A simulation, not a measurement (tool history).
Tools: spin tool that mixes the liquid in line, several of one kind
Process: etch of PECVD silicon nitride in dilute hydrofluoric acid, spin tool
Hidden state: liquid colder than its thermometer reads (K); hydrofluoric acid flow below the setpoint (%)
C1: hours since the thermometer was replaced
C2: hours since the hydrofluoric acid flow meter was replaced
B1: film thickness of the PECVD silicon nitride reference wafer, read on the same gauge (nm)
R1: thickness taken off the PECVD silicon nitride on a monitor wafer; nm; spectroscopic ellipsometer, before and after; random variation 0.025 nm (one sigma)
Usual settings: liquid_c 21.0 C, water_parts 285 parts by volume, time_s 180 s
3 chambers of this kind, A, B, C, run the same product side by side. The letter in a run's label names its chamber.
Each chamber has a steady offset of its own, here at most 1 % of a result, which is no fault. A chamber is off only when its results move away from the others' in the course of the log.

run 1B hour=5.0 | liquid_c=21.0 water_parts=285 time_s=180 | C1=1503.0 C2=663.6 | B1=60.014 | R1=2.9783
run 2A hour=9.6 | liquid_c=21.0 water_parts=285 time_s=180 | C1=472.2 C2=680.3 | B1=59.999 | R1=3.0518
-- hour=14.7 chamber B: thermometer replaced
run 3C hour=16.6 | liquid_c=21.0 water_parts=285 time_s=180 | C1=1515.9 C2=345.6 | B1=59.991 | R1=2.9802
run 4A hour=24.2 | liquid_c=21.0 water_parts=285 time_s=180 | C1=486.8 C2=694.9 | B1=60.011 | R1=2.9743
run 5B hour=28.6 | liquid_c=21.0 water_parts=285 time_s=180 | C1=13.9 C2=687.2 | B1=59.990 | R1=2.9721
run 6C hour=35.5 | liquid_c=22.5 water_parts=285 time_s=180 | C1=1534.8 C2=364.5 | B1=59.987 | R1=3.2957
run 7C hour=40.4 | liquid_c=22.5 water_parts=285 time_s=180 | C1=1539.7 C2=369.4 | B1=60.028 | R1=3.2847
run 8A hour=46.9 | liquid_c=22.5 water_parts=285 time_s=180 | C1=509.5 C2=717.6 | B1=59.993 | R1=3.3089
run 9B hour=53.0 | liquid_c=21.0 water_parts=285 time_s=180 | C1=38.3 C2=711.6 | B1=59.990 | R1=2.9599
run 10C hour=58.8 | liquid_c=21.0 water_parts=285 time_s=180 | C1=1558.1 C2=387.8 | B1=59.978 | R1=3.0112
run 11A hour=63.0 | liquid_c=21.0 water_parts=285 time_s=180 | C1=525.6 C2=733.7 | B1=60.017 | R1=2.9944
run 12B hour=70.0 | liquid_c=21.0 water_parts=285 time_s=180 | C1=55.3 C2=728.6 | B1=59.976 | R1=2.9749
run 13B hour=76.4 | liquid_c=21.0 water_parts=285 time_s=180 | C1=61.7 C2=735.0 | B1=60.020 | R1=3.0155
run 14A hour=82.3 | liquid_c=21.0 water_parts=285 time_s=180 | C1=544.9 C2=753.0 | B1=59.996 | R1=3.0029
run 15C hour=86.4 | liquid_c=21.0 water_parts=170 time_s=80 | C1=1585.7 C2=415.4 | B1=59.987 | R1=2.1850
run 16C hour=93.4 | liquid_c=21.0 water_parts=170 time_s=80 | C1=1592.7 C2=422.4 | B1=59.976 | R1=2.1434
run 17A hour=100.6 | liquid_c=21.0 water_parts=170 time_s=80 | C1=563.2 C2=771.3 | B1=59.997 | R1=2.2195
run 18B hour=108.2 | liquid_c=21.0 water_parts=285 time_s=180 | C1=93.5 C2=766.8 | B1=60.027 | R1=2.9552
run 19C hour=115.8 | liquid_c=21.0 water_parts=285 time_s=180 | C1=1615.1 C2=444.8 | B1=59.992 | R1=3.0302
run 20A hour=123.5 | liquid_c=21.0 water_parts=285 time_s=180 | C1=586.1 C2=794.2 | B1=59.985 | R1=2.9861

Is one chamber off against the others, does the gauge drift, or is nothing wrong? If a chamber is off, say which, and what the likeliest cause is.

No chamber stands off beyond its own small offset, and the gauge holds steady.

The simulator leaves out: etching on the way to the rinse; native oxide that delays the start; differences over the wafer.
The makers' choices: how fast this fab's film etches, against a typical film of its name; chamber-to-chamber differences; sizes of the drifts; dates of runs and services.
